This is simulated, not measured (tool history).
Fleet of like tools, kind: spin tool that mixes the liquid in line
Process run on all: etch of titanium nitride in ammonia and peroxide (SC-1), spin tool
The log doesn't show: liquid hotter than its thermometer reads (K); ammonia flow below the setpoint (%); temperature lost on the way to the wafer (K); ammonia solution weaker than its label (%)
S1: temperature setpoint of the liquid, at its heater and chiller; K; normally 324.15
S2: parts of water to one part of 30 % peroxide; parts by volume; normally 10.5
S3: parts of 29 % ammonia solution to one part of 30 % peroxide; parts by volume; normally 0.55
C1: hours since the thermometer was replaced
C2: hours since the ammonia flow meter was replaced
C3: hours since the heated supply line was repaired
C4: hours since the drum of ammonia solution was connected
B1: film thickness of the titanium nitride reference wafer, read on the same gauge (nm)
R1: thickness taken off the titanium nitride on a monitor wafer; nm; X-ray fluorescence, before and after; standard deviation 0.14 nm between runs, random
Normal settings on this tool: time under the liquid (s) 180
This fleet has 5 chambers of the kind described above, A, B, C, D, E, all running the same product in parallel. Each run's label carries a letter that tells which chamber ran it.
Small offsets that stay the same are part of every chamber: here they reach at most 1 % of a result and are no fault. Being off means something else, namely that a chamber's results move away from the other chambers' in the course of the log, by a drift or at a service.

run 1A hour=8.0 | S1=324.15 S2=10.5 S3=0.55 time_under_the_liquid_(s)=180 | C1=436.1 C2=922.6 C3=435.2 C4=312.1 | B1=130.02 | R1=16.695
run 2B hour=14.6 | S1=324.15 S2=10.5 S3=0.55 time_under_the_liquid_(s)=180 | C1=1527.5 C2=1200.6 C3=1064.6 C4=222.5 | B1=129.98 | R1=16.920
run 3E hour=26.6 | S1=324.15 S2=10.5 S3=0.55 time_under_the_liquid_(s)=180 | C1=1177.6 C2=160.4 C3=790.9 C4=117.3 | B1=130.03 | R1=16.476
run 4D hour=36.9 | S1=324.15 S2=10.5 S3=0.55 time_under_the_liquid_(s)=180 | C1=923.4 C2=737.4 C3=532.0 C4=49.6 | B1=130.01 | R1=16.769
run 5C hour=43.9 | S1=324.15 S2=10.5 S3=0.55 time_under_the_liquid_(s)=180 | C1=1187.8 C2=82.0 C3=234.1 C4=296.1 | B1=130.01 | R1=17.005
run 6C hour=52.1 | S1=324.15 S2=10.5 S3=0.55 time_under_the_liquid_(s)=180 | C1=1196.0 C2=90.2 C3=242.3 C4=304.3 | B1=130.04 | R1=16.979
run 7B hour=62.5 | S1=324.15 S2=10.5 S3=0.55 time_under_the_liquid_(s)=180 | C1=1575.4 C2=1248.5 C3=1112.5 C4=270.4 | B1=130.01 | R1=16.719
run 8E hour=69.2 | S1=324.15 S2=10.5 S3=0.55 time_under_the_liquid_(s)=180 | C1=1220.2 C2=203.0 C3=833.5 C4=159.9 | B1=130.00 | R1=16.720
run 9A hour=81.1 | S1=324.15 S2=10.5 S3=0.55 time_under_the_liquid_(s)=180 | C1=509.2 C2=995.7 C3=508.3 C4=385.2 | B1=130.01 | R1=16.652
run 10D hour=87.5 | S1=324.15 S2=10.5 S3=0.55 time_under_the_liquid_(s)=180 | C1=974.0 C2=788.0 C3=582.6 C4=100.2 | B1=130.01 | R1=16.894
run 11C hour=97.9 | S1=324.15 S2=10.5 S3=0.55 time_under_the_liquid_(s)=180 | C1=1241.8 C2=136.0 C3=288.1 C4=350.1 | B1=129.98 | R1=16.669
run 12E hour=106.2 | S1=324.15 S2=10.5 S3=0.55 time_under_the_liquid_(s)=180 | C1=1257.2 C2=240.0 C3=870.5 C4=196.9 | B1=130.01 | R1=16.846
run 13A hour=119.3 | S1=324.15 S2=10.5 S3=0.55 time_under_the_liquid_(s)=180 | C1=547.4 C2=1033.9 C3=546.5 C4=423.4 | B1=129.97 | R1=16.650
run 14B hour=129.6 | S1=324.15 S2=10.5 S3=0.55 time_under_the_liquid_(s)=180 | C1=1642.5 C2=1315.6 C3=1179.6 C4=337.5 | B1=129.99 | R1=16.921
run 15D hour=138.2 | S1=324.15 S2=10.5 S3=0.55 time_under_the_liquid_(s)=180 | C1=1024.7 C2=838.7 C3=633.3 C4=150.9 | B1=129.99 | R1=16.697
run 16C hour=147.5 | S1=324.15 S2=10.5 S3=0.55 time_under_the_liquid_(s)=180 | C1=1291.4 C2=185.6 C3=337.7 C4=399.7 | B1=129.96 | R1=16.791
run 17A hour=155.0 | S1=324.15 S2=10.5 S3=0.55 time_under_the_liquid_(s)=180 | C1=583.1 C2=1069.6 C3=582.2 C4=459.1 | B1=130.04 | R1=16.898
run 18E hour=163.8 | S1=324.15 S2=10.5 S3=0.55 time_under_the_liquid_(s)=180 | C1=1314.8 C2=297.6 C3=928.1 C4=254.5 | B1=129.98 | R1=16.714
run 19D hour=177.6 | S1=324.15 S2=10.5 S3=0.55 time_under_the_liquid_(s)=180 | C1=1064.1 C2=878.1 C3=672.7 C4=190.3 | B1=130.02 | R1=16.669
run 20B hour=190.3 | S1=324.15 S2=9.0 S3=0.55 time_under_the_liquid_(s)=135 | C1=1703.2 C2=1376.3 C3=1240.3 C4=398.2 | B1=130.04 | R1=13.719
-- hour=197.9 chamber A: new drum of ammonia solution connected
run 21D hour=202.1 | S1=324.15 S2=9.0 S3=0.55 time_under_the_liquid_(s)=135 | C1=1088.6 C2=902.6 C3=697.2 C4=214.8 | B1=130.01 | R1=13.606
-- hour=211.6 chamber C: thermometer replaced
-- hour=215.7 chamber B: new drum of ammonia solution connected
run 22A hour=215.7 | S1=324.15 S2=9.0 S3=0.55 time_under_the_liquid_(s)=135 | C1=643.8 C2=1130.3 C3=642.9 C4=17.8 | B1=129.97 | R1=13.593
run 23B hour=226.1 | S1=324.15 S2=9.0 S3=0.55 time_under_the_liquid_(s)=135 | C1=1739.0 C2=1412.1 C3=1276.1 C4=10.5 | B1=129.99 | R1=13.647
run 24C hour=235.3 | S1=324.15 S2=9.0 S3=0.55 time_under_the_liquid_(s)=135 | C1=23.8 C2=273.4 C3=425.5 C4=487.5 | B1=129.99 | R1=13.777
run 25E hour=243.4 | S1=324.15 S2=7.5 S3=0.55 time_under_the_liquid_(s)=275 | C1=1394.4 C2=377.2 C3=1007.7 C4=334.1 | B1=129.98 | R1=30.059
run 26B hour=249.7 | S1=324.15 S2=7.5 S3=0.55 time_under_the_liquid_(s)=275 | C1=1762.6 C2=1435.7 C3=1299.7 C4=34.1 | B1=129.95 | R1=30.472
run 27E hour=258.5 | S1=324.15 S2=7.5 S3=0.55 time_under_the_liquid_(s)=275 | C1=1409.5 C2=392.3 C3=1022.8 C4=349.2 | B1=130.04 | R1=30.325
run 28D hour=264.6 | S1=324.15 S2=7.5 S3=0.55 time_under_the_liquid_(s)=275 | C1=1151.1 C2=965.1 C3=759.7 C4=277.3 | B1=130.00 | R1=30.519
run 29A hour=278.1 | S1=324.15 S2=7.5 S3=0.55 time_under_the_liquid_(s)=275 | C1=706.2 C2=1192.7 C3=705.3 C4=80.2 | B1=130.01 | R1=30.157
run 30C hour=289.6 | S1=324.15 S2=13.0 S3=0.55 time_under_the_liquid_(s)=180 | C1=78.1 C2=327.7 C3=479.8 C4=541.8 | B1=130.01 | R1=15.004
run 31D hour=301.7 | S1=324.15 S2=13.0 S3=0.55 time_under_the_liquid_(s)=180 | C1=1188.2 C2=1002.2 C3=796.8 C4=314.4 | B1=129.96 | R1=14.947
-- hour=304.7 chamber E: thermometer replaced
run 32E hour=311.8 | S1=324.15 S2=13.0 S3=0.55 time_under_the_liquid_(s)=180 | C1=7.2 C2=445.6 C3=1076.1 C4=402.5 | B1=130.07 | R1=14.693
-- hour=312.4 chamber C: new drum of ammonia solution connected
run 33C hour=323.0 | S1=324.15 S2=13.0 S3=0.55 time_under_the_liquid_(s)=180 | C1=111.5 C2=361.1 C3=513.2 C4=10.7 | B1=129.98 | R1=15.098
run 34B hour=336.2 | S1=324.15 S2=13.0 S3=0.55 time_under_the_liquid_(s)=180 | C1=1849.1 C2=1522.2 C3=1386.2 C4=120.6 | B1=130.01 | R1=14.965
run 35A hour=345.9 | S1=324.15 S2=10.5 S3=0.55 time_under_the_liquid_(s)=180 | C1=774.0 C2=1260.5 C3=773.1 C4=148.0 | B1=129.99 | R1=16.599
run 36A hour=356.6 | S1=324.15 S2=10.5 S3=0.55 time_under_the_liquid_(s)=180 | C1=784.7 C2=1271.2 C3=783.8 C4=158.7 | B1=129.96 | R1=16.806
run 37C hour=368.4 | S1=328.65 S2=14.0 S3=0.55 time_under_the_liquid_(s)=180 | C1=156.9 C2=406.5 C3=558.6 C4=56.1 | B1=130.01 | R1=19.370
run 38B hour=380.8 | S1=328.65 S2=14.0 S3=0.55 time_under_the_liquid_(s)=180 | C1=1893.7 C2=1566.8 C3=1430.8 C4=165.2 | B1=129.96 | R1=19.225
run 39E hour=391.3 | S1=328.65 S2=14.0 S3=0.55 time_under_the_liquid_(s)=180 | C1=86.7 C2=525.1 C3=1155.6 C4=482.0 | B1=130.07 | R1=19.246
run 40D hour=398.3 | S1=328.65 S2=14.0 S3=0.55 time_under_the_liquid_(s)=180 | C1=1284.8 C2=1098.8 C3=893.4 C4=411.0 | B1=130.05 | R1=19.703
run 41E hour=412.0 | S1=328.65 S2=14.0 S3=0.55 time_under_the_liquid_(s)=180 | C1=107.4 C2=545.8 C3=1176.3 C4=502.7 | B1=130.00 | R1=19.393
run 42C hour=422.2 | S1=324.15 S2=10.5 S3=0.55 time_under_the_liquid_(s)=180 | C1=210.7 C2=460.3 C3=612.4 C4=109.9 | B1=130.01 | R1=16.900

What goes on in this fleet: one chamber off, a drifting gauge, or nothing beyond the chambers' own small offsets? Name the chamber and the cause, if any.

Nothing is wrong: each chamber keeps only its own small, steady offset and the gauge holds still.
